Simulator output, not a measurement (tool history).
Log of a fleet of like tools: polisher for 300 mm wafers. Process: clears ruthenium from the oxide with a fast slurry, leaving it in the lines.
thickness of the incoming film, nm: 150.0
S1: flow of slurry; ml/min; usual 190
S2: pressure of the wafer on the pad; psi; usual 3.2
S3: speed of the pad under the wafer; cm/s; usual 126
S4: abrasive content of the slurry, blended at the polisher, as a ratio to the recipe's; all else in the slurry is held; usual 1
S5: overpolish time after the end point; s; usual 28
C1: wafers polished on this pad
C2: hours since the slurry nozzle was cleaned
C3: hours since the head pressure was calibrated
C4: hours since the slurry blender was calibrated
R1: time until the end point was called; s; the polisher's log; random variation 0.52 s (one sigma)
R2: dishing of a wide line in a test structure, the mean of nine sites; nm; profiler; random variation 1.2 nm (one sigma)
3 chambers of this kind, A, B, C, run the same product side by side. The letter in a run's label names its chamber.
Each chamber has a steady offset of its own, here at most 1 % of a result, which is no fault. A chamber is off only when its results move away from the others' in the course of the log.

At hour 5.7: chamber A: worn pad replaced by a new one.
Run 1A, hour 8.9: usual settings; C1 40; C2 96.6; C3 949.3; C4 14.6. Result: R1 26.67 s, R2 87.899 nm.
Run 2C, hour 18.8: usual settings; C1 584; C2 450.4; C3 283.3; C4 78.8. Result: R1 26.27 s, R2 86.892 nm.
At hour 22.8: chamber B: worn pad replaced by a new one.
Run 3B, hour 26.8: usual settings; C1 51; C2 156.3; C3 322.3; C4 51.3. Result: R1 28.037 s, R2 87.318 nm.
Run 4A, hour 31.8: usual settings; C1 329; C2 119.5; C3 972.2; C4 37.5. Result: R1 26.794 s, R2 86.857 nm.
Run 5C, hour 41.8: usual settings; C1 874; C2 473.4; C3 306.3; C4 101.8. Result: R1 26.969 s, R2 86.829 nm.
Run 6B, hour 50.8: usual settings but S2 2.7 psi, S3 158 cm/s; C1 353; C2 180.3; C3 346.3; C4 75.3. Result: R1 25.975 s, R2 89.067 nm.
Run 7A, hour 59.8: usual settings but S2 2.7 psi, S3 158 cm/s; C1 682; C2 147.5; C3 1000.2; C4 65.5. Result: R1 25.746 s, R2 92.883 nm.
Run 8C, hour 67.7: usual settings but S2 2.7 psi, S3 158 cm/s; C1 1200; C2 499.3; C3 332.2; C4 127.7. Result: R1 26.3 s, R2 89.906 nm.
Run 9B, hour 75.7: usual settings; C1 667; C2 205.2; C3 371.2; C4 100.2. Result: R1 28.58 s, R2 85.235 nm.
At hour 77.6: chamber C: worn pad replaced by a new one.
At hour 80.9: chamber A: worn pad replaced by a new one.
Run 10A, hour 84.9: usual settings; C1 50; C2 172.6; C3 1025.3; C4 90.6. Result: R1 27.585 s, R2 86.015 nm.
Run 11C, hour 91: usual settings; C1 169; C2 522.6; C3 355.5; C4 151. Result: R1 27.277 s, R2 86.343 nm.
Run 12B, hour 100.1: usual settings; C1 975; C2 229.6; C3 395.6; C4 124.6. Result: R1 27.981 s, R2 85.645 nm.
At hour 101.4: chamber B: worn pad replaced by a new one.
Run 13A, hour 108.2: usual settings; C1 344; C2 195.9; C3 1048.6; C4 113.9. Result: R1 26.673 s, R2 88.927 nm.
Run 14C, hour 116: usual settings; C1 484; C2 547.6; C3 380.5; C4 176. Result: R1 27.129 s, R2 84.72 nm.
Run 15B, hour 121.2: usual settings; C1 249; C2 250.7; C3 416.7; C4 145.7. Result: R1 26.702 s, R2 86.323 nm.
Run 16C, hour 126.1: usual settings; C1 612; C2 557.7; C3 390.6; C4 186.1. Result: R1 27.15 s, R2 84.205 nm.
Run 17B, hour 136.2: usual settings; C1 438; C2 265.7; C3 431.7; C4 160.7. Result: R1 28.145 s, R2 87.387 nm.
Run 18A, hour 141: usual settings; C1 757; C2 228.7; C3 1081.4; C4 146.7. Result: R1 25.548 s, R2 89.607 nm.
Run 19A, hour 150.4: usual settings; C1 875; C2 238.1; C3 1090.8; C4 156.1. Result: R1 26.579 s, R2 88.176 nm.
At hour 156.6: chamber A: worn pad replaced by a new one.
Run 20C, hour 160.5: usual settings; C1 1045; C2 592.1; C3 425; C4 220.5. Result: R1 27.355 s, R2 86.436 nm.
Run 21B, hour 169.6: usual settings; C1 859; C2 299.1; C3 465.1; C4 194.1. Result: R1 27.861 s, R2 86.681 nm.
Run 22B, hour 175.4: usual settings; C1 932; C2 304.9; C3 470.9; C4 199.9. Result: R1 27.41 s, R2 87.836 nm.
At hour 177.4: chamber A: slurry blender recalibrated.
At hour 182.7: chamber B: worn pad replaced by a new one.
Run 23C, hour 184.9: usual settings; C1 1352; C2 616.5; C3 449.4; C4 244.9. Result: R1 27.9 s, R2 85.748 nm.
At hour 190.9: chamber C: worn pad replaced by a new one.
Run 24A, hour 192.4: usual settings; C1 451; C2 280.1; C3 1132.8; C4 15. Result: R1 26.76 s, R2 85.209 nm.
Run 25C, hour 200.3: usual settings but S3 162 cm/s, S4 0.8; C1 119; C2 631.9; C3 464.8; C4 260.3. Result: R1 23.791 s, R2 93.871 nm.
At hour 204.2: chamber B: slurry blender recalibrated.
Run 26A, hour 206.3: usual settings but S3 162 cm/s, S4 0.8; C1 626; C2 294; C3 1146.7; C4 28.9. Result: R1 22.716 s, R2 96.126 nm.
Run 27B, hour 215.7: usual settings but S3 162 cm/s, S4 0.8; C1 416; C2 345.2; C3 511.2; C4 11.6. Result: R1 24.131 s, R2 91.552 nm.
At hour 217.3: chamber A: worn pad replaced by a new one.
Run 28B, hour 221: usual settings but S3 162 cm/s; C1 483; C2 350.5; C3 516.5; C4 16.9. Result: R1 20.968 s, R2 99.724 nm.
Run 29A, hour 226.6: usual settings but S3 162 cm/s; C1 117; C2 314.3; C3 1167; C4 49.2. Result: R1 20.794 s, R2 101.68 nm.
Run 30C, hour 236.6: usual settings but S3 162 cm/s; C1 576; C2 668.2; C3 501.1; C4 296.6. Result: R1 21.506 s, R2 97.58 nm.
Run 31C, hour 243.5: usual settings; C1 663; C2 675.1; C3 508; C4 303.5. Result: R1 27.582 s, R2 82.971 nm.
Run 32A, hour 249.6: usual settings; C1 407; C2 337.3; C3 1190; C4 72.2. Result: R1 26.615 s, R2 89.948 nm.
Run 33B, hour 255.2: usual settings; C1 913; C2 384.7; C3 550.7; C4 51.1. Result: R1 28.283 s, R2 86.874 nm.
At hour 258.2: chamber A: slurry nozzle cleaned.
Run 34C, hour 264.4: usual settings; C1 926; C2 696; C3 528.9; C4 324.4. Result: R1 27.14 s, R2 85.841 nm.
At hour 269.8: chamber B: worn pad replaced by a new one.
Run 35B, hour 272.9: usual settings; C1 39; C2 402.4; C3 568.4; C4 68.8. Result: R1 26.484 s, R2 86.423 nm.
Run 36A, hour 278: usual settings; C1 765; C2 19.8; C3 1218.4; C4 100.6. Result: R1 27.277 s, R2 87.167 nm.
At hour 282.2: chamber C: worn pad replaced by a new one.
Run 37C, hour 283.3: usual settings; C1 14; C2 714.9; C3 547.8; C4 343.3. Result: R1 27.108 s, R2 86.408 nm.

Next, every chamber runs the same settings. What will each give?
Run 38A, hour 290.5: usual settings but S2 3.7 psi. Result: R1 ?, R2 ?.
Run 38B, hour 290.5: usual settings but S2 3.7 psi. Result: R1 ?, R2 ?.
Run 38C, hour 290.5: usual settings but S2 3.7 psi. Result: R1 ?, R2 ?.

run      R1      R2
38A  22.651   96.21
38B  23.328  94.202
38C  23.732  94.989
